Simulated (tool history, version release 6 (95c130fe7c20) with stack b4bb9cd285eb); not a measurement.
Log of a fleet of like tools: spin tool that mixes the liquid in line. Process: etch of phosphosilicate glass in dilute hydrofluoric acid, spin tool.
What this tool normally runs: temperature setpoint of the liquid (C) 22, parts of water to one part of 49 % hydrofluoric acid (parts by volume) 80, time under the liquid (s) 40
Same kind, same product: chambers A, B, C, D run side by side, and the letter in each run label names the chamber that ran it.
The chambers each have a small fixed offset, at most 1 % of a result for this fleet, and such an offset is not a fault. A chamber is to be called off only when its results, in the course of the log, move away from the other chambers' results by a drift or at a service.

run,hour,temperature setpoint of the liquid (C),parts of water to one part of 49 % hydrofluoric acid (parts by volume),time under the liquid (s),"read-back film thickness of the phosphosilicate glass reference wafer, read on the same gauge (nm)",thickness taken off the phosphosilicate glass on a monitor wafer (angstrom)
1D,13.0,22,80,40,39.989,341.11
2A,26.3,22,80,40,39.992,338.35
3C,41.0,22,80,40,40.023,346.50
# hour 44.5: chamber A: hydrofluoric acid flow meter replaced
4B,51.2,22,80,40,40.003,345.51
5A,61.8,22,80,40,40.029,338.44
6B,70.9,22,80,40,39.978,337.90
7D,79.0,22,80,40,39.990,346.47
8C,86.4,22,80,55,39.972,470.97
9B,95.2,22,80,55,39.993,464.37
10D,109.1,22,80,55,39.959,475.49
11A,115.8,22,80,55,40.029,459.50
12C,126.7,22,80,40,40.005,340.93
13D,134.9,22,80,40,39.964,335.62
14B,144.1,22,80,40,40.002,337.17
15A,157.4,22,80,40,39.991,337.46
16C,170.2,22,80,40,40.015,340.68
17D,178.0,22,80,40,39.996,343.59
18A,187.0,22,80,40,40.021,326.41
19C,196.4,22,80,40,39.985,341.41
20B,210.9,22,80,40,39.999,341.40
21C,225.3,22,80,40,40.013,341.38
22D,237.6,22,80,40,39.988,339.52
23A,250.2,22,80,40,39.994,335.33
24B,263.2,22,80,40,40.011,342.92
25B,276.9,22,80,40,39.984,342.67
26D,289.3,22,80,40,40.017,339.69
27C,300.6,22,80,40,39.985,342.68
28A,313.3,22,80,65,39.981,526.22
29C,325.6,22,80,65,39.993,551.07
30B,338.5,22,80,65,39.952,544.59
31D,353.4,22,80,65,39.996,556.56
32A,365.7,22,80,40,39.981,316.83
33A,376.5,22,80,40,39.993,318.81

Each of the 4 chambers runs these same settings next. Fill in every chamber's results:
34A,387.2,22,80,40,,?
34B,387.2,22,80,40,,?
34C,387.2,22,80,40,,?
34D,387.2,22,80,40,,?

run,thickness taken off the phosphosilicate glass on a monitor wafer (angstrom)
34A,322.50
34B,339.34
34C,343.38
34D,339.49
